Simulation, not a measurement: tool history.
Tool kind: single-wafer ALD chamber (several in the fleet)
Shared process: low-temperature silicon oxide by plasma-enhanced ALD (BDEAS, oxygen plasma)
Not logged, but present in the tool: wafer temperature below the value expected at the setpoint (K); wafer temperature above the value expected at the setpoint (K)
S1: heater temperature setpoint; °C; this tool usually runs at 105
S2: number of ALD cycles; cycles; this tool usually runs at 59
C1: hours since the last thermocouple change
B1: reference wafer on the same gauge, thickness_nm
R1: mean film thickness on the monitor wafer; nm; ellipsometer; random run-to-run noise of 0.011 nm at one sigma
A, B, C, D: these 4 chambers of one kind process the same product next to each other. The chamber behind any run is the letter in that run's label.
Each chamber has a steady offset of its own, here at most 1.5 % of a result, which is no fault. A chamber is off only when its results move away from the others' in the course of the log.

Run 1B, hour 7.8: usual settings; C1 827.4; B1 8.2805. Result: R1 8.3307 nm.
Run 2D, hour 16.8: usual settings; C1 804.1; B1 8.2814. Result: R1 8.3279 nm.
Run 3A, hour 28.2: usual settings; C1 879.7; B1 8.2845. Result: R1 8.3210 nm.
Run 4C, hour 36.0: usual settings; C1 243.0; B1 8.2835. Result: R1 8.2758 nm.
Run 5C, hour 46.3: usual settings; C1 253.3; B1 8.2850. Result: R1 8.2642 nm.
Run 6B, hour 54.7: usual settings; C1 874.3; B1 8.2860. Result: R1 8.3217 nm.
Run 7A, hour 66.0: usual settings; C1 917.5; B1 8.2900. Result: R1 8.3061 nm.
Run 8D, hour 74.6: usual settings but S1 100 °C, S2 51 cycles; C1 861.9; B1 8.2890. Result: R1 7.2941 nm.
Run 9C, hour 81.7: usual settings but S1 100 °C, S2 51 cycles; C1 288.7; B1 8.2915. Result: R1 7.2253 nm.
Run 10D, hour 89.5: usual settings but S1 100 °C, S2 51 cycles; C1 876.8; B1 8.2903. Result: R1 7.3106 nm.
Run 11B, hour 98.7: usual settings but S1 100 °C, S2 51 cycles; C1 918.3; B1 8.2927. Result: R1 7.2597 nm.
Run 12A, hour 109.9: usual settings; C1 961.4; B1 8.2937. Result: R1 8.3161 nm.
Run 13C, hour 119.4: usual settings; C1 326.4; B1 8.2941. Result: R1 8.2791 nm.
Run 14B, hour 133.8: usual settings but S1 110 °C; C1 953.4; B1 8.2929. Result: R1 8.2611 nm.
Run 15D, hour 145.7: usual settings but S1 110 °C; C1 933.0; B1 8.2964. Result: R1 8.3074 nm.
Run 16A, hour 154.0: usual settings but S1 110 °C; C1 1005.5; B1 8.2971. Result: R1 8.2460 nm.
Run 17C, hour 162.3: usual settings but S1 110 °C; C1 369.3; B1 8.2973. Result: R1 8.2199 nm.
Run 18D, hour 175.6: usual settings; C1 962.9; B1 8.3017. Result: R1 8.3656 nm.
Run 19B, hour 185.9: usual settings but S2 63 cycles; C1 1005.5; B1 8.3026. Result: R1 8.9030 nm.
Run 20A, hour 200.0: usual settings but S2 63 cycles; C1 1051.5; B1 8.3061. Result: R1 8.8849 nm.
Run 21C, hour 213.3: usual settings but S2 63 cycles; C1 420.3; B1 8.3051. Result: R1 8.8482 nm.
Run 22B, hour 226.4: usual settings but S2 63 cycles; C1 1046.0; B1 8.3047. Result: R1 8.9111 nm.
Run 23A, hour 238.8: usual settings but S1 118 °C, S2 54 cycles; C1 1090.3; B1 8.3081. Result: R1 7.4353 nm.
Run 24D, hour 250.3: usual settings but S1 118 °C, S2 54 cycles; C1 1037.6; B1 8.3105. Result: R1 7.4803 nm.
At hour 255.1: chamber B: thermocouple changed; heater temperature recalibrated.
Run 25C, hour 262.1: usual settings but S1 118 °C, S2 54 cycles; C1 469.1; B1 8.3115. Result: R1 7.4196 nm.
Run 26D, hour 276.1: usual settings but S1 118 °C, S2 54 cycles; C1 1063.4; B1 8.3116. Result: R1 7.4959 nm.
Run 27B, hour 287.4: usual settings; C1 32.3; B1 8.3147. Result: R1 8.3501 nm.
At hour 293.5: chamber A: thermocouple changed; heater temperature recalibrated.
Run 28A, hour 298.5: usual settings; C1 5.0; B1 8.3160. Result: R1 8.3271 nm.
Run 29B, hour 305.5: usual settings; C1 50.4; B1 8.3185. Result: R1 8.3557 nm.
Run 30A, hour 316.3: usual settings; C1 22.8; B1 8.3169. Result: R1 8.3196 nm.
Run 31C, hour 327.0: usual settings; C1 534.0; B1 8.3186. Result: R1 8.2906 nm.
Run 32D, hour 336.5: usual settings; C1 1123.8; B1 8.3199. Result: R1 8.3764 nm.
Run 33C, hour 350.7: usual settings; C1 557.7; B1 8.3217. Result: R1 8.2940 nm.
Run 34A, hour 357.9: usual settings but S2 53 cycles; C1 64.4; B1 8.3222. Result: R1 7.5059 nm.

Each of the 4 chambers runs these same settings next. Fill in every chamber's results:
Run 35A, hour 368.9: usual settings but S1 92 °C. Result: R1 ?.
Run 35B, hour 368.9: usual settings but S1 92 °C. Result: R1 ?.
Run 35C, hour 368.9: usual settings but S1 92 °C. Result: R1 ?.
Run 35D, hour 368.9: usual settings but S1 92 °C. Result: R1 ?.

run      R1
35A  8.6680
35B  8.6972
35C  8.6067
35D  8.7091
